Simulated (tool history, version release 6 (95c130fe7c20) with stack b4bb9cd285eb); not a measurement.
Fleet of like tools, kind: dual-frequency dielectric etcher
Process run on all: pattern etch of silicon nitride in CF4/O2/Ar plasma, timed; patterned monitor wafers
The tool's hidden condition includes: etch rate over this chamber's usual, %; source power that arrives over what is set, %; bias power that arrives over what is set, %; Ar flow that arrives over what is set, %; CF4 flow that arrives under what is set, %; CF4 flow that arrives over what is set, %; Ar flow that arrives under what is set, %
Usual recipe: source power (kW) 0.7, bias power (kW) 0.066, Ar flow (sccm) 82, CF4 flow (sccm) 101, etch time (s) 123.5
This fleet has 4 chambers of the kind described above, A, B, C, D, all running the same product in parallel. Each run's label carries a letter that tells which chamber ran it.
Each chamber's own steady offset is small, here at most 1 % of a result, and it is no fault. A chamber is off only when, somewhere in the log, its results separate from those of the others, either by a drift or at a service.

| run | day | source power (kW) | bias power (kW) | Ar flow (sccm) | CF4 flow (sccm) | etch time (s) | hours since the last wet clean | hours since the last source power generator calibration | hours since the last bias power generator calibration | hours since the last Ar flow controller change | hours since the last CF4 flow controller change | read-back reference wafer on the same gauge, depth_nm | mean etch depth across the wafer (Å) |
|---|---|---|---|---|---|---|---|---|---|---|---|---|---|
| 1C | 0.283 | 0.7 | 0.066 | 82 | 101 | 123.5 | 444.2 | 1616.3 | 1423.1 | 213.3 | 402.3 | 287.1 | 3596.4 |
| 2B | 0.504 | 0.7 | 0.066 | 82 | 101 | 123.5 | 439.9 | 983.6 | 4266.1 | 5837.8 | 219.3 | 287.06 | 3579.4 |
| 3D | 0.646 | 0.7 | 0.066 | 82 | 101 | 123.5 | 301.4 | 2109.1 | 3269.4 | 204.1 | 4134.9 | 287.14 | 3606.6 |
| 4A | 0.888 | 0.7 | 0.066 | 82 | 101 | 123.5 | 476.7 | 2120.2 | 328.4 | 5169.6 | 294.2 | 287.19 | 3591.8 |
| 5A | 1.017 | 0.7 | 0.066 | 82 | 101 | 123.5 | 479.8 | 2123.3 | 331.5 | 5172.7 | 297.3 | 287.21 | 3595.9 |
|  | 1.029 | chamber C: wet clean of the chamber |
| 6D | 1.158 | 0.7 | 0.066 | 82 | 101 | 123.5 | 313.7 | 2121.4 | 3281.7 | 216.4 | 4147.2 | 287.25 | 3601.8 |
| 7B | 1.408 | 0.7 | 0.066 | 82 | 101 | 123.5 | 461.6 | 1005.3 | 4287.8 | 5859.5 | 241 | 287.2 | 3581.6 |
| 8C | 1.646 | 0.7 | 0.066 | 82 | 101 | 123.5 | 14.8 | 1649 | 1455.8 | 246 | 435 | 287.24 | 3595.1 |
|  | 1.696 | chamber B: wet clean of the chamber |
| 9A | 1.933 | 0.7 | 0.066 | 82 | 101 | 123.5 | 501.8 | 2145.3 | 353.5 | 5194.7 | 319.3 | 287.34 | 3601.3 |
| 10C | 2.217 | 0.7 | 0.066 | 82 | 101 | 123.5 | 28.5 | 1662.7 | 1469.5 | 259.7 | 448.7 | 287.35 | 3590.1 |
|  | 2.221 | chamber A: Ar flow controller replaced |
|  | 2.367 | chamber B: Ar flow controller replaced |
| 11D | 2.404 | 0.7 | 0.066 | 82 | 78 | 123.5 | 343.6 | 2151.3 | 3311.6 | 246.3 | 4177.1 | 287.44 | 3499 |
| 12B | 2.6 | 0.7 | 0.066 | 82 | 78 | 123.5 | 21.7 | 1033.9 | 4316.4 | 5.7 | 269.6 | 287.44 | 3486.1 |
| 13B | 2.829 | 0.7 | 0.066 | 82 | 78 | 123.5 | 27.2 | 1039.4 | 4321.9 | 11.2 | 275.1 | 287.42 | 3482.7 |
| 14A | 2.971 | 0.7 | 0.066 | 82 | 78 | 123.5 | 526.7 | 2170.2 | 378.4 | 18.1 | 344.2 | 287.4 | 3504.5 |
| 15C | 3.162 | 0.7 | 0.066 | 82 | 101 | 123.5 | 51.2 | 1685.4 | 1492.2 | 282.4 | 471.4 | 287.54 | 3597.4 |
| 16D | 3.296 | 0.7 | 0.066 | 82 | 101 | 123.5 | 365 | 2172.7 | 3333 | 267.7 | 4198.5 | 287.48 | 3612.7 |
| 17A | 3.579 | 0.7 | 0.066 | 82 | 101 | 123.5 | 541.3 | 2184.8 | 393 | 32.7 | 358.8 | 287.52 | 3609.3 |
| 18B | 3.8 | 0.7 | 0.066 | 82 | 101 | 123.5 | 50.5 | 1062.7 | 4345.2 | 34.5 | 298.4 | 287.68 | 3587.2 |
| 19C | 4.075 | 0.7 | 0.066 | 82 | 101 | 123.5 | 73.1 | 1707.3 | 1514.1 | 304.3 | 493.3 | 287.64 | 3600.7 |
| 20D | 4.258 | 0.7 | 0.066 | 82 | 101 | 123.5 | 388.1 | 2195.8 | 3356.1 | 290.8 | 4221.6 | 287.75 | 3615.3 |
| 21B | 4.525 | 0.7 | 0.066 | 82 | 101 | 123.5 | 67.9 | 1080.1 | 4362.6 | 51.9 | 315.8 | 287.73 | 3584.7 |
| 22A | 4.692 | 0.7 | 0.066 | 82 | 101 | 123.5 | 568 | 2211.5 | 419.7 | 59.4 | 385.5 | 287.74 | 3605 |
| 23D | 4.896 | 0.7 | 0.066 | 82 | 101 | 123.5 | 403.4 | 2211.1 | 3371.4 | 306.1 | 4236.9 | 287.79 | 3618.4 |
| 24C | 5.167 | 0.7 | 0.066 | 82 | 101 | 123.5 | 99.3 | 1733.5 | 1540.3 | 330.5 | 519.5 | 287.86 | 3600 |
|  | 5.333 | chamber A: wet clean of the chamber |
| 25D | 5.412 | 0.7 | 0.066 | 82 | 101 | 123.5 | 415.8 | 2223.5 | 3383.8 | 318.5 | 4249.3 | 287.86 | 3611.9 |
| 26B | 5.658 | 0.6 | 0.072 | 82 | 101 | 123.5 | 95.1 | 1107.3 | 4389.8 | 79.1 | 343 | 287.85 | 3245.2 |
| 27A | 5.925 | 0.6 | 0.072 | 82 | 101 | 123.5 | 14.3 | 2241.1 | 449.3 | 89 | 415.1 | 287.97 | 3255 |
| 28C | 6.212 | 0.6 | 0.072 | 82 | 101 | 123.5 | 124.4 | 1758.6 | 1565.4 | 355.6 | 544.6 | 288 | 3255.5 |
| 29B | 6.421 | 0.6 | 0.072 | 82 | 101 | 123.5 | 113.4 | 1125.6 | 4408.1 | 97.4 | 361.3 | 288.02 | 3241.2 |
| 30C | 6.55 | 0.7 | 0.058 | 82 | 115 | 123.5 | 132.5 | 1766.7 | 1573.5 | 363.7 | 552.7 | 288.02 | 3486.1 |
| 31D | 6.792 | 0.7 | 0.058 | 82 | 115 | 123.5 | 448.9 | 2256.6 | 3416.9 | 351.6 | 4282.4 | 288.15 | 3497.6 |
| 32A | 6.954 | 0.7 | 0.058 | 82 | 115 | 123.5 | 39 | 2265.8 | 474 | 113.7 | 439.8 | 288.16 | 3489 |
| 33B | 7.15 | 0.7 | 0.058 | 82 | 115 | 123.5 | 130.9 | 1143.1 | 4425.6 | 114.9 | 378.8 | 288.16 | 3475.7 |

Is one chamber out of step, is the gauge drifting, or do the chambers differ by no more than their own small offsets? For an off chamber, give its letter and the likeliest cause.

The shared gauge is drifting. All chambers look as if they move in step, but none is off.
Cause: gauge reads high (%) = 0.421.

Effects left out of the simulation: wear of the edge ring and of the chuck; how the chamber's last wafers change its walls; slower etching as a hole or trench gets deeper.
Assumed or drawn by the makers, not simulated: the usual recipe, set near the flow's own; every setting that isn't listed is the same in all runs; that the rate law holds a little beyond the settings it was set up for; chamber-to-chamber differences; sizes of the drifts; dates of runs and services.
